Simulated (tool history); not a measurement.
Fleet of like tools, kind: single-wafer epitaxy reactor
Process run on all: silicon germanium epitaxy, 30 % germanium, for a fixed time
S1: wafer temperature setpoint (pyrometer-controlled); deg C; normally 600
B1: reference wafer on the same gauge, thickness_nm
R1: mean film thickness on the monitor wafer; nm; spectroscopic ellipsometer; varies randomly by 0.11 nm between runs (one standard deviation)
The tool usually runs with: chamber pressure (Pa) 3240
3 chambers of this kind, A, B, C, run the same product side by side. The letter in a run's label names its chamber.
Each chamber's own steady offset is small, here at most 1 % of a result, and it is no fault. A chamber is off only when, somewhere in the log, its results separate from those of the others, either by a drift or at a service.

Run 1C, hour 2.5: usual settings; B1 71.779. Result: R1 63.994 nm.
Run 2B, hour 5.8: usual settings; B1 71.75. Result: R1 63.222 nm.
Run 3A, hour 8.3: usual settings; B1 71.722. Result: R1 63.684 nm.
Run 4A, hour 10.5: usual settings; B1 71.733. Result: R1 63.578 nm.
Run 5B, hour 14: usual settings; B1 71.691. Result: R1 63.135 nm.
Run 6C, hour 17.1: usual settings; B1 71.664. Result: R1 64.129 nm.
Run 7A, hour 20.6: usual settings; B1 71.681. Result: R1 63.67 nm.
Run 8C, hour 24.2: usual settings; B1 71.673. Result: R1 63.905 nm.
Run 9B, hour 27.9: usual settings; B1 71.625. Result: R1 63.082 nm.
Run 10A, hour 32: usual settings; B1 71.572. Result: R1 63.548 nm.
Run 11C, hour 34.6: usual settings; B1 71.574. Result: R1 63.928 nm.
Run 12B, hour 37.8: usual settings but chamber pressure (Pa) 3853; B1 71.573. Result: R1 67.652 nm.
Run 13B, hour 40.3: usual settings but chamber pressure (Pa) 3853; B1 71.53. Result: R1 67.539 nm.
Run 14A, hour 42.2: usual settings but chamber pressure (Pa) 3853; B1 71.512. Result: R1 68.201 nm.
Run 15C, hour 45.5: usual settings; B1 71.529. Result: R1 63.864 nm.
Run 16C, hour 47.9: usual settings; B1 71.463. Result: R1 63.968 nm.
Run 17B, hour 51.2: usual settings; B1 71.479. Result: R1 62.98 nm.
Run 18A, hour 54.8: usual settings; B1 71.423. Result: R1 63.28 nm.
Run 19C, hour 56.8: usual settings but S1 590 deg C; B1 71.403. Result: R1 52.894 nm.
Run 20B, hour 59: usual settings but S1 590 deg C; B1 71.415. Result: R1 52.316 nm.
Run 21A, hour 61.4: usual settings but S1 590 deg C; B1 71.415. Result: R1 52.472 nm.
Run 22C, hour 65.5: usual settings; B1 71.372. Result: R1 63.626 nm.
Run 23B, hour 68.3: usual settings; B1 71.361. Result: R1 63.012 nm.
Run 24A, hour 71.2: usual settings but S1 611 deg C, chamber pressure (Pa) 3853; B1 71.329. Result: R1 83.223 nm.
Run 25B, hour 74.7: usual settings but S1 611 deg C, chamber pressure (Pa) 3853; B1 71.289. Result: R1 82.236 nm.

Is one chamber off against the others, does the gauge drift, or is nothing wrong? If a chamber is off, say which, and what the likeliest cause is.

The gauge drifts, so all chambers seem to drift together. No chamber is off.
Likeliest cause: gauge reads low (%) = 0.71.

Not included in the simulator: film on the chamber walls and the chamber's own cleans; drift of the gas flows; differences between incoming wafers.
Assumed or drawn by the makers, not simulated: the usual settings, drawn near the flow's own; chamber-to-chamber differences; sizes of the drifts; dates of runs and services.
